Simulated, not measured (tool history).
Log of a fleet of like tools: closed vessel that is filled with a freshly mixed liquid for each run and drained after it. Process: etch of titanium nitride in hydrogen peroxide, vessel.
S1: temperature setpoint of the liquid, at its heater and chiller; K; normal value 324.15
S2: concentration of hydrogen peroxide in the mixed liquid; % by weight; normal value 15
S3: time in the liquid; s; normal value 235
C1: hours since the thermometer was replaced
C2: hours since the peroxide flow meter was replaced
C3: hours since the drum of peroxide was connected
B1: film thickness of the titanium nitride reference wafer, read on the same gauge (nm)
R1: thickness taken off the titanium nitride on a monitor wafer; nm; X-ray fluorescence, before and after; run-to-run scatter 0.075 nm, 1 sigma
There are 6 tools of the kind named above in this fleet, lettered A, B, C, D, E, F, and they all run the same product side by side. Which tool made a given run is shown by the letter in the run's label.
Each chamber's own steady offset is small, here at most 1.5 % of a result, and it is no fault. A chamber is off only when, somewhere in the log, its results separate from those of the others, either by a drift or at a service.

run   hour      S1  S2   S3      C1      C2      C3      B1       R1
       8.2  -- chamber E: thermometer replaced
 1D   11.9  324.15  15  235   533.4   147.2   132.5  60.018  12.3150
 2F   24.4  324.15  15  235  1168.5  1181.1  1044.1  60.000  12.4720
 3C   35.0  324.15  15  235   693.6   193.1   223.4  59.996  12.5390
      43.9  -- chamber A: thermometer replaced
 4A   47.5  324.15  15  235     3.6   217.5   400.0  60.000  12.4030
 5B   57.6  324.15  15  235  1395.5  1738.3   536.2  59.978  12.4700
 6E   71.5  324.15  15  235    63.3   321.0   506.8  60.001  12.2100
      76.2  -- chamber F: peroxide flow meter replaced
 7B   78.9  324.15  15  235  1416.8  1759.6   557.5  59.992  12.3720
 8E   87.7  324.15  15  235    79.5   337.2   523.0  60.001  12.2760
 9A   98.3  324.15  15  235    54.4   268.3   450.8  59.992  12.5510
10F  108.1  324.15  15  235  1252.2    31.9  1127.8  60.002  12.6770
11D  118.3  324.15  15  235   639.8   253.6   238.9  59.977  12.2530
12C  125.9  324.15  15  235   784.5   284.0   314.3  59.991  12.3330
13B  139.6  324.15  15  235  1477.5  1820.3   618.2  60.003  12.3960
14A  145.8  324.15  15  235   101.9   315.8   498.3  60.008  12.3470
15F  153.8  324.15  15  235  1297.9    77.6  1173.5  59.993  12.6790
16C  160.1  324.15  15  235   818.7   318.2   348.5  60.038  12.3580
17E  166.5  324.15  15  235   158.3   416.0   601.8  60.001  12.2120
18D  178.4  324.15  15  235   699.9   313.7   299.0  60.001  12.4370
     181.8  -- chamber E: new drum of peroxide connected
19B  187.1  324.15  15  235  1525.0  1867.8   665.7  59.999  12.2610
20F  193.9  324.15  15  235  1338.0   117.7  1213.6  59.983  12.7830
21A  203.7  318.65  15  355   159.8   373.7   556.2  59.996  12.8040
     206.7  -- chamber F: new drum of peroxide connected
22C  215.6  318.65  15  355   874.2   373.7   404.0  59.993  12.3720
23D  227.9  318.65  15  355   749.4   363.2   348.5  60.024  12.5470
24E  234.4  318.65  15  355   226.2   483.9    52.7  59.978  12.5170
25D  242.7  318.65  15  355   764.2   378.0   363.3  60.032  12.7010
     246.8  -- chamber C: new drum of peroxide connected
26C  256.0  318.65  15  355   914.6   414.1     9.2  60.031  12.3740
27A  263.8  324.15  15  235   219.9   433.8   616.3  60.004  12.5420
28B  276.1  324.15  18  120  1614.0  1956.8   754.7  59.988   6.5221
29F  282.6  324.15  18  120  1426.7   206.4    75.9  60.003   6.8346
30E  293.2  324.15  18  120   285.0   542.7   111.5  59.993   6.5913
31D  303.8  324.15  18  120   825.3   439.1   424.4  60.012   6.6071
32B  311.3  324.15  18  120  1649.2  1992.0   789.9  59.989   6.6695
33C  322.6  324.15  18  120   981.2   480.7    75.8  59.979   6.6319
34A  335.3  324.15  15  235   291.4   505.3   687.8  60.016  12.5720
35F  344.4  324.15  15  235  1488.5   268.2   137.7  59.984  13.1990
36E  350.9  324.15  15  235   342.7   600.4   169.2  59.998  12.3430
37C  357.1  324.15  15  235  1015.7   515.2   110.3  59.996  12.4170
38D  364.7  324.15  15  235   886.2   500.0   485.3  59.994  12.3630

Decide between three cases: one chamber stands off from its peers, the gauge reading all wafers drifts, or nothing is wrong past each chamber's small offset. Where a chamber is off, say which and what most likely put it there.

Little by little, chamber F moves away from the other chambers.
Cause: liquid hotter than its thermometer reads (K) = 0.588.

Chamber F could run next with any of the 4 candidate recipes listed below; each alters the usual settings, and their results appear as question marks. Which one brings its results back in line with what the other chambers deliver on the usual settings?
Maximum distance from the other chambers' mean on the usual settings for a result to count as in line: R1 0.2600 nm
39F-1  375.0  323.65  15  230                   ?
39F-2  375.0  324.15  15  215                   ?
39F-3  375.0  324.15  15  260                   ?
39F-4  375.0  324.15  19  235                   ?

The mean the other chambers reach with the usual settings: R1 12.4050 nm
  run       R1
39F-1  12.3210
39F-2  11.9460
39F-3  14.4460
39F-4  13.7370
It is 39F-1 that realigns the chamber with its peers.
